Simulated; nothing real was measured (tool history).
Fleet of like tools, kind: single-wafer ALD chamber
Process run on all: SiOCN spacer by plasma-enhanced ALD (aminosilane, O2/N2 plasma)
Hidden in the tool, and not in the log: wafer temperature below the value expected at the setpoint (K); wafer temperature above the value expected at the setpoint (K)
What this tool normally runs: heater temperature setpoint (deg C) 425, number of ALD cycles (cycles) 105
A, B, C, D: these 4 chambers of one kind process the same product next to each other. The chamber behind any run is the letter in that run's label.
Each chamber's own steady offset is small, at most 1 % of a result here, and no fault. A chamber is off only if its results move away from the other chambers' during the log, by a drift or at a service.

run,day,heater temperature setpoint (deg C),number of ALD cycles (cycles),hours since the last thermocouple change,"read-back reference wafer on the same gauge, thickness_nm",mean film thickness on the monitor wafer (Å)
1C,0.392,425,105,484.1,5.42,58.311
2D,0.825,425,105,149,5.4163,58.84
3A,1.183,425,105,2127.7,5.4215,58.222
4B,1.4,425,105,1294.7,5.4227,59.169
5A,1.725,425,105,2140.7,5.42,58.035
# day 2.012: chamber A: thermocouple changed; heater temperature recalibrated
6D,2.2,425,105,182,5.4201,58.873
7C,2.638,437,105,538,5.4203,56.046
8B,2.996,437,105,1333,5.4195,56.769
9A,3.362,437,105,32.5,5.4194,55.922
10D,3.721,437,105,218.5,5.4209,56.338
11B,4.033,433,105,1357.9,5.4168,57.459
12C,4.396,433,105,580.2,5.4217,56.64
13D,4.879,433,105,246.3,5.4178,57.292
14C,5.275,433,105,601.3,5.4199,56.568
15B,5.504,416,92,1393.2,5.4195,53.19
16A,5.842,416,92,92,5.4221,52.378
17D,6.175,416,92,277.4,5.4208,52.934
18A,6.517,416,92,108.2,5.4167,52.434
19B,6.996,425,98,1429,5.4183,55.224
20C,7.45,425,98,653.5,5.4213,54.017
21C,7.925,425,98,664.9,5.4185,54.339
22D,8.417,425,98,331.2,5.4204,54.657
23B,8.696,425,105,1469.8,5.421,59.09
24A,9.096,425,105,170.1,5.4178,58.321
25D,9.546,425,105,358.3,5.4202,58.899
26B,9.862,425,105,1497.8,5.4208,58.939
27C,10.296,420,91,721.8,5.4212,50.995
28A,10.783,420,91,210.6,5.4201,51.061
29B,11.079,420,91,1527,5.4202,51.943
30C,11.475,420,91,750.1,5.4186,50.988
31A,11.717,425,105,233,5.4201,58.086
32D,12.033,434,125,418,5.4214,67.792
33C,12.325,434,125,770.5,5.4178,66.739
34A,12.775,434,125,258.4,5.4208,67.073
35D,13.179,434,125,445.5,5.4224,67.958
36B,13.462,425,105,1584.2,5.4213,58.868
37C,13.675,425,105,802.9,5.4203,57.713
38B,14.092,437,105,1599.3,5.4217,56.586
39D,14.346,437,105,473.5,5.4184,56.454

Is one chamber off against the others, does the gauge drift, or is nothing wrong? If a chamber is off, say which, and what the likeliest cause is.

One chamber, C, drifts off from the rest bit by bit.
What lies behind it: wafer temperature above the value expected at the setpoint (K) = 3.99.

Chamber C could run next with any of the 4 candidate recipes listed below; each alters the usual settings, and their results appear as question marks. Which one brings its results back in line with what the other chambers deliver on the usual settings?
In line means no further than this from the other chambers' mean on the usual settings: mean film thickness on the monitor wafer (Å) 0.47
40C-1,14.696,425,101,,,?
40C-2,14.696,425,109,,,?
40C-3,14.696,420,105,,,?
40C-4,14.696,425,103,,,?

Usual-settings mean across the other chambers: mean film thickness on the monitor wafer (Å) 58.63
run,mean film thickness on the monitor wafer (Å)
40C-1,55.401
40C-2,59.789
40C-3,58.532
40C-4,56.498
40C-3 is the one that brings the chamber's results back in line with the other chambers.
